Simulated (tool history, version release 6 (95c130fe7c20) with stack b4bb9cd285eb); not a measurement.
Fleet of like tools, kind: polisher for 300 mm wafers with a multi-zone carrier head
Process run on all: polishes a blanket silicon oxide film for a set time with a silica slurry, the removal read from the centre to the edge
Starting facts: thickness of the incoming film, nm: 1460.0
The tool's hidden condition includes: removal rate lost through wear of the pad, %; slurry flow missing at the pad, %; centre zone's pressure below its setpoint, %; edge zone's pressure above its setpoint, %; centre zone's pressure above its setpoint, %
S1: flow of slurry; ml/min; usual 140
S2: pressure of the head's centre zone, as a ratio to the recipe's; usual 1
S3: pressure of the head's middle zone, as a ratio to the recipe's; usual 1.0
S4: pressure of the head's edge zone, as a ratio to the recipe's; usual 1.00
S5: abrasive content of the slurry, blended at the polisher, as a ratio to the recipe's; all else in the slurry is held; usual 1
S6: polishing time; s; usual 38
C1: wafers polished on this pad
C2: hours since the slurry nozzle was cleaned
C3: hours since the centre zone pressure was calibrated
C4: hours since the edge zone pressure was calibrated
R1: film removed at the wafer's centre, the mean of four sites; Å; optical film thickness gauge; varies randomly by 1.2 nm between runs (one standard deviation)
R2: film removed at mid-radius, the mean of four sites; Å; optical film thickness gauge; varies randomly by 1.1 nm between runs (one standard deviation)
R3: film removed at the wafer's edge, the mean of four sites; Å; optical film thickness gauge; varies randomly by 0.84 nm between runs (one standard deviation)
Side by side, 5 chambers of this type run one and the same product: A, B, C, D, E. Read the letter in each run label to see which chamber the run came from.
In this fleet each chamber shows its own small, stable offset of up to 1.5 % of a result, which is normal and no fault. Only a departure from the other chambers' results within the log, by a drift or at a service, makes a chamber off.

run     day   S1  S2   S3    S4  S5  S6    C1     C2      C3      C4      R1      R2      R3
      0.358  -- chamber C: worn pad replaced by a new one
 1E   0.492  140   1  1.0  1.00   1  38  1241   46.9   377.0   583.4  847.43  860.15  878.38
      0.575  -- chamber E: worn pad replaced by a new one
      0.638  -- chamber B: worn pad replaced by a new one
      0.712  -- chamber D: slurry nozzle cleaned
 2A   0.862  140   1  1.0  1.00   1  38   692  200.9   507.5   197.3  847.58  884.67  848.34
 3D   1.221  140   1  1.0  1.00   1  38   811   12.3   184.7  1069.5  883.42  839.76  859.54
 4B   1.892  140   1  1.0  1.00   1  38   434  612.9   689.4   430.5  843.70  862.03  845.36
      1.938  -- chamber D: worn pad replaced by a new one
 5C   2.196  140   1  1.0  1.00   1  38   634  189.2   318.0   173.2  867.90  867.09  864.13
 6D   2.554  140   1  1.0  1.00   1  28   212   44.3   216.7  1101.5  638.32  630.92  620.48
      2.925  -- chamber B: slurry nozzle cleaned
 7A   3.108  140   1  1.0  1.00   1  28  1467  254.8   561.4   251.2  636.63  648.94  622.17
 8C   3.417  140   1  1.0  1.00   1  28  1056  218.5   347.3   202.5  645.27  620.81  641.39
      3.521  -- chamber E: worn pad replaced by a new one
      3.567  -- chamber C: worn pad replaced by a new one
      3.596  -- chamber C: slurry nozzle cleaned
 9B   3.900  140   1  1.0  1.00   1  28  1127   23.5   737.6   478.7  632.67  626.98  637.61
      4.012  -- chamber B: worn pad replaced by a new one
10E   4.350  140   1  1.0  1.00   1  28   286  139.5   469.6   676.0  632.90  648.06  632.12
11A   4.971  140   1  1.0  1.00   1  38  2109  299.5   606.1   295.9  854.91  869.94  852.37
      5.292  -- chamber D: worn pad replaced by a new one
12E   5.650  140   1  1.0  1.00   1  38   735  170.7   500.8   707.2  870.74  869.72  871.09
13B   5.971  140   1  1.0  1.00   1  38   676   73.2   787.3   528.4  860.73  833.95  863.85
14D   6.304  140   1  1.0  1.00   1  38   349  134.3   306.7  1191.5  880.78  855.58  859.56
      6.529  -- chamber A: centre zone pressure recalibrated
      6.871  -- chamber C: worn pad replaced by a new one
15C   6.996  140   1  1.0  1.00   1  38    43   81.7   433.2   288.4  878.80  865.35  865.17
      7.012  -- chamber A: edge zone pressure recalibrated
      7.212  -- chamber C: centre zone pressure recalibrated
      7.238  -- chamber B: worn pad replaced by a new one
      7.362  -- chamber E: worn pad replaced by a new one
16D   7.433  140   1  1.0  0.93   1  38   739  161.4   333.8  1218.6  879.33  829.74  839.43
17B   8.058  140   1  1.0  0.93   1  38   283  123.3   837.4   578.5  860.04  863.41  827.74
      8.312  -- chamber D: edge zone pressure recalibrated
18A   8.512  140   1  1.0  0.93   1  38  3331  384.5    47.7    36.0  841.16  843.02  791.99
      8.642  -- chamber D: worn pad replaced by a new one
19C   9.171  140   1  1.0  0.93   1  38   794  133.9    47.0   340.6  873.27  857.01  841.51
20E   9.483  140   1  1.0  0.93   1  38   732  262.7   592.8   799.2  867.59  856.24  824.48
21E  10.017  140   1  1.0  1.00   1  38   916  275.5   605.6   812.0  846.32  858.26  864.96
     10.079  -- chamber C: worn pad replaced by a new one
     10.200  -- chamber B: worn pad replaced by a new one
22D  10.492  140   1  1.0  1.00   1  38   639  234.8   407.2    52.4  871.57  838.64  860.10
     11.092  -- chamber E: worn pad replaced by a new one
23C  11.096  140   1  1.0  1.00   1  38   352  180.1    93.2   386.8  858.10  867.76  864.08
     11.162  -- chamber C: slurry nozzle cleaned
24B  11.542  140   1  1.0  1.00   1  38   463  206.9   921.0   662.1  861.02  875.63  853.55
     11.571  -- chamber B: edge zone pressure recalibrated
     12.067  -- chamber D: worn pad replaced by a new one
25A  12.221  140   1  1.0  0.93   1  38  4610  473.5   136.7   125.0  774.52  811.64  768.82
26D  12.575  140   1  1.0  0.93   1  38   175  284.8   457.2   102.4  860.46  853.21  851.48
27E  13.046  140   1  1.0  0.93   1  38   674  348.2   678.3   884.7  857.43  866.01  840.76
     13.175  -- chamber C: worn pad replaced by a new one
     13.346  -- chamber B: worn pad replaced by a new one
28A  13.554  140   1  1.0  0.93   1  38  5070  505.5   168.7   157.0  775.49  789.88  736.00
29C  14.096  140   1  1.0  0.93   1  38   318   70.4   165.2   458.8  883.14  863.04  846.63
     14.138  -- chamber E: edge zone pressure recalibrated
30B  14.529  140   1  1.0  1.00   1  38   409  278.6   992.7    71.0  861.43  874.06  866.82
     14.704  -- chamber E: worn pad replaced by a new one
31E  14.904  140   1  1.0  1.00   1  38    70  392.8   722.9    18.5  837.97  862.73  877.54
32D  15.438  140   1  1.0  1.00   1  38  1163  353.5   525.9   171.1  884.15  866.43  853.69
33A  15.762  140   1  1.0  1.00   1  38  5832  558.5   221.7   210.0  757.39  757.09  737.52
34B  16.275  140   1  1.1  1.00   1  38  1011  320.5  1034.6   112.9  867.99  924.59  859.10
35C  16.767  140   1  1.1  1.00   1  38  1239  134.5   229.3   522.9  887.23  931.18  873.52

The same settings go to every chamber for the next run, one line per chamber below. Forecast the results for each:
36A  17.267  140   1  1.0  1.00   1  38                   ?   ?   ?
36B  17.267  140   1  1.0  1.00   1  38                   ?   ?   ?
36C  17.267  140   1  1.0  1.00   1  38                   ?   ?   ?
36D  17.267  140   1  1.0  1.00   1  38                   ?   ?   ?
36E  17.267  140   1  1.0  1.00   1  38                   ?   ?   ?

run      R1      R2      R3
36A  740.29  736.79  717.66
36B  864.25  842.39  853.50
36C  891.12  847.45  871.72
36D  863.94  835.97  848.88
36E  861.92  884.13  861.17

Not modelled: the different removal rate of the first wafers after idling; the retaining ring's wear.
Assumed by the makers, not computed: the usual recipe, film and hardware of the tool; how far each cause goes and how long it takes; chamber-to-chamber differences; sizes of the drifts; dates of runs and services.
